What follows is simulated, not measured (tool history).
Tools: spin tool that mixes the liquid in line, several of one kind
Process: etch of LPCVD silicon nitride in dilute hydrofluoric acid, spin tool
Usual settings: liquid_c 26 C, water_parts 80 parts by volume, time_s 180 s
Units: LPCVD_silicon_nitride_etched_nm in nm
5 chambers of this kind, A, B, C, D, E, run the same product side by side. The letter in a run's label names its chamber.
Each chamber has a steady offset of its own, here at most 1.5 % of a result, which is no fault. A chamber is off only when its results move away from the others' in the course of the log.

run	hour	liquid_c	water_parts	time_s	hours since the thermometer was replaced	hours since the hydrofluoric acid flow meter was replaced	read-back film thickness of the LPCVD silicon nitride reference wafer, read on the same gauge (nm)	LPCVD_silicon_nitride_etched_nm
1B	6.6	26	80	180	556.5	854.4	29.982	1.1625
2A	11.1	26	80	180	1456.8	149.8	30.004	1.1509
# hour 11.2: chamber E: thermometer replaced
3D	16.4	26	80	180	120.5	102.4	30.039	1.1722
# hour 19.3: chamber B: hydrofluoric acid flow meter replaced
4E	20.7	26	80	180	9.5	336.4	29.996	1.1666
5C	25.6	26	80	180	969.9	474.1	30.041	1.1884
6D	30	26	80	180	134.1	116	29.979	1.1752
7C	36.5	26	80	180	980.8	485	29.993	1.1856
8B	41.8	26	80	180	591.7	22.5	29.994	1.24
9E	45.6	26	80	180	34.4	361.3	29.998	1.1862
10A	51.9	26	80	180	1497.6	190.6	29.992	1.1721
11B	57.1	26	80	180	607	37.8	29.979	1.2107
12E	61.2	26	80	180	50	376.9	30.023	1.2121
13D	65	26	80	180	169.1	151	30	1.1932
14C	69.6	26	120	75	1013.9	518.1	29.974	0.33355
15A	75.7	26	120	75	1521.4	214.4	30.04	0.31841
16D	80.9	26	120	75	185	166.9	30.004	0.33186
17A	88.2	26	120	75	1533.9	226.9	30.022	0.33509
18B	94.9	26	120	75	644.8	75.6	30.025	0.35326
19C	100.3	26	80	180	1044.6	548.8	30.031	1.2328
20E	105.9	26	80	180	94.7	421.6	29.998	1.2024
# hour 110.5: chamber C: hydrofluoric acid flow meter replaced
21D	112.8	26	80	180	216.9	198.8	30.02	1.1769
22C	118.3	21	80	85	1062.6	7.8	29.988	0.4075
23E	126.3	21	80	85	115.1	442	30.006	0.41052
24A	134.6	21	80	85	1580.3	273.3	30.023	0.40704
25B	142.2	21	80	85	692.1	122.9	29.996	0.44558
26A	147.8	21	80	85	1593.5	286.5	30.033	0.39598
27D	152.7	26	80	180	256.8	238.7	30.002	1.1946
28B	157.5	26	80	180	707.4	138.2	29.985	1.3109
29C	164.8	26	80	275	1109.1	54.3	30.008	1.7913
30E	169.8	26	80	275	158.6	485.5	29.97	1.812
31B	176.3	26	80	275	726.2	157	30.006	2.0169
32D	184	26	80	275	288.1	270	29.988	1.7743
33A	188.7	26	80	275	1634.4	327.4	29.966	1.8339
34E	197	26	80	180	185.8	512.7	30.026	1.2084
35C	205.3	26	80	180	1149.6	94.8	30.045	1.1614
36C	210.5	26	80	180	1154.8	100	29.995	1.1611
37D	216	26	80	180	320.1	302	30.022	1.1818

Next, every chamber runs the same settings. What will each give?
38A	222.2	26	80	180				?
38B	222.2	26	80	180				?
38C	222.2	26	80	180				?
38D	222.2	26	80	180				?
38E	222.2	26	80	180				?

run	LPCVD_silicon_nitride_etched_nm
38A	1.1642
38B	1.3413
38C	1.1511
38D	1.1974
38E	1.1901
